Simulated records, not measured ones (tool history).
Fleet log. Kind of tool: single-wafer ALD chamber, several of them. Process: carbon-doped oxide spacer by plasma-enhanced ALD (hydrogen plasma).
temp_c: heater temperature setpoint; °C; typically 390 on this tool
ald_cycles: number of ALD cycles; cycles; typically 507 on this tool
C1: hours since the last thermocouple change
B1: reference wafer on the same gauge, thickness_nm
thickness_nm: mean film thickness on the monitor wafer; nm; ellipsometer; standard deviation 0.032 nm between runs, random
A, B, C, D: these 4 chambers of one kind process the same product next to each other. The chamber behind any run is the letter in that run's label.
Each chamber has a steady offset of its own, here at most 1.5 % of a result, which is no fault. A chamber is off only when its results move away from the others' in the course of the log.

{"run": "1B", "hour": 5.5, "temp_c": 390, "ald_cycles": 507, "C1": 12.3, "B1": 20.597, "thickness_nm": 25.042}
{"run": "2A", "hour": 14.0, "temp_c": 390, "ald_cycles": 507, "C1": 207.6, "B1": 20.591, "thickness_nm": 25.303}
{"run": "3D", "hour": 22.0, "temp_c": 390, "ald_cycles": 507, "C1": 1024.2, "B1": 20.596, "thickness_nm": 25.248}
{"run": "4C", "hour": 31.9, "temp_c": 390, "ald_cycles": 507, "C1": 1417.7, "B1": 20.587, "thickness_nm": 25.507}
{"run": "5D", "hour": 37.5, "temp_c": 390, "ald_cycles": 507, "C1": 1039.7, "B1": 20.584, "thickness_nm": 25.273}
{"run": "6B", "hour": 48.8, "temp_c": 390, "ald_cycles": 507, "C1": 55.6, "B1": 20.582, "thickness_nm": 25.057}
{"run": "7C", "hour": 58.0, "temp_c": 390, "ald_cycles": 507, "C1": 1443.8, "B1": 20.572, "thickness_nm": 25.459}
{"run": "8A", "hour": 66.3, "temp_c": 390, "ald_cycles": 507, "C1": 259.9, "B1": 20.573, "thickness_nm": 25.212}
{"run": "9A", "hour": 73.4, "temp_c": 390, "ald_cycles": 507, "C1": 267, "B1": 20.566, "thickness_nm": 25.229}
{"run": "10C", "hour": 79.2, "temp_c": 382, "ald_cycles": 569, "C1": 1465, "B1": 20.563, "thickness_nm": 28.573}
{"run": "11B", "hour": 88.0, "temp_c": 382, "ald_cycles": 569, "C1": 94.8, "B1": 20.562, "thickness_nm": 28.04}
{"run": "12D", "hour": 95.8, "temp_c": 382, "ald_cycles": 569, "C1": 1098, "B1": 20.558, "thickness_nm": 28.289}
{"run": "13C", "hour": 104.1, "temp_c": 382, "ald_cycles": 569, "C1": 1489.9, "B1": 20.551, "thickness_nm": 28.54}
{"run": "14D", "hour": 113.0, "temp_c": 390, "ald_cycles": 507, "C1": 1115.2, "B1": 20.549, "thickness_nm": 25.217}
{"run": "15B", "hour": 123.6, "temp_c": 390, "ald_cycles": 507, "C1": 130.4, "B1": 20.543, "thickness_nm": 24.972}
{"run": "16A", "hour": 133.5, "temp_c": 390, "ald_cycles": 507, "C1": 327.1, "B1": 20.542, "thickness_nm": 25.204}
{"run": "17D", "hour": 140.3, "temp_c": 390, "ald_cycles": 507, "C1": 1142.5, "B1": 20.541, "thickness_nm": 25.288}
{"run": "18A", "hour": 151.4, "temp_c": 390, "ald_cycles": 507, "C1": 345, "B1": 20.534, "thickness_nm": 25.177}
{"run": "19B", "hour": 158.7, "temp_c": 390, "ald_cycles": 507, "C1": 165.5, "B1": 20.531, "thickness_nm": 25.015}
{"run": "20C", "hour": 164.3, "temp_c": 390, "ald_cycles": 507, "C1": 1550.1, "B1": 20.525, "thickness_nm": 25.456}
{"run": "21D", "hour": 169.9, "temp_c": 390, "ald_cycles": 507, "C1": 1172.1, "B1": 20.524, "thickness_nm": 25.181}
{"run": "22C", "hour": 175.9, "temp_c": 390, "ald_cycles": 507, "C1": 1561.7, "B1": 20.524, "thickness_nm": 25.451}
{"run": "23B", "hour": 187.2, "temp_c": 390, "ald_cycles": 507, "C1": 194, "B1": 20.507, "thickness_nm": 24.958}
{"run": "24A", "hour": 196.8, "temp_c": 390, "ald_cycles": 507, "C1": 390.4, "B1": 20.516, "thickness_nm": 25.144}
{"run": "25C", "hour": 206.4, "temp_c": 390, "ald_cycles": 507, "C1": 1592.2, "B1": 20.517, "thickness_nm": 25.389}
{"run": "26D", "hour": 216.0, "temp_c": 390, "ald_cycles": 507, "C1": 1218.2, "B1": 20.505, "thickness_nm": 25.132}
{"run": "27B", "hour": 222.0, "temp_c": 400, "ald_cycles": 507, "C1": 228.8, "B1": 20.499, "thickness_nm": 24.903}
{"run": "28A", "hour": 228.7, "temp_c": 400, "ald_cycles": 507, "C1": 422.3, "B1": 20.508, "thickness_nm": 25.158}
{"run": "29D", "hour": 238.6, "temp_c": 400, "ald_cycles": 507, "C1": 1240.8, "B1": 20.497, "thickness_nm": 25.13}

Predict what each chamber gives when all 4 of them run the settings below next.
{"run": "30A", "hour": 247.2, "temp_c": 390, "ald_cycles": 544, "thickness_nm": "?"}
{"run": "30B", "hour": 247.2, "temp_c": 390, "ald_cycles": 544, "thickness_nm": "?"}
{"run": "30C", "hour": 247.2, "temp_c": 390, "ald_cycles": 544, "thickness_nm": "?"}
{"run": "30D", "hour": 247.2, "temp_c": 390, "ald_cycles": 544, "thickness_nm": "?"}

run=30A thickness_nm=26.983
run=30B thickness_nm=26.775
run=30C thickness_nm=27.186
run=30D thickness_nm=27.01
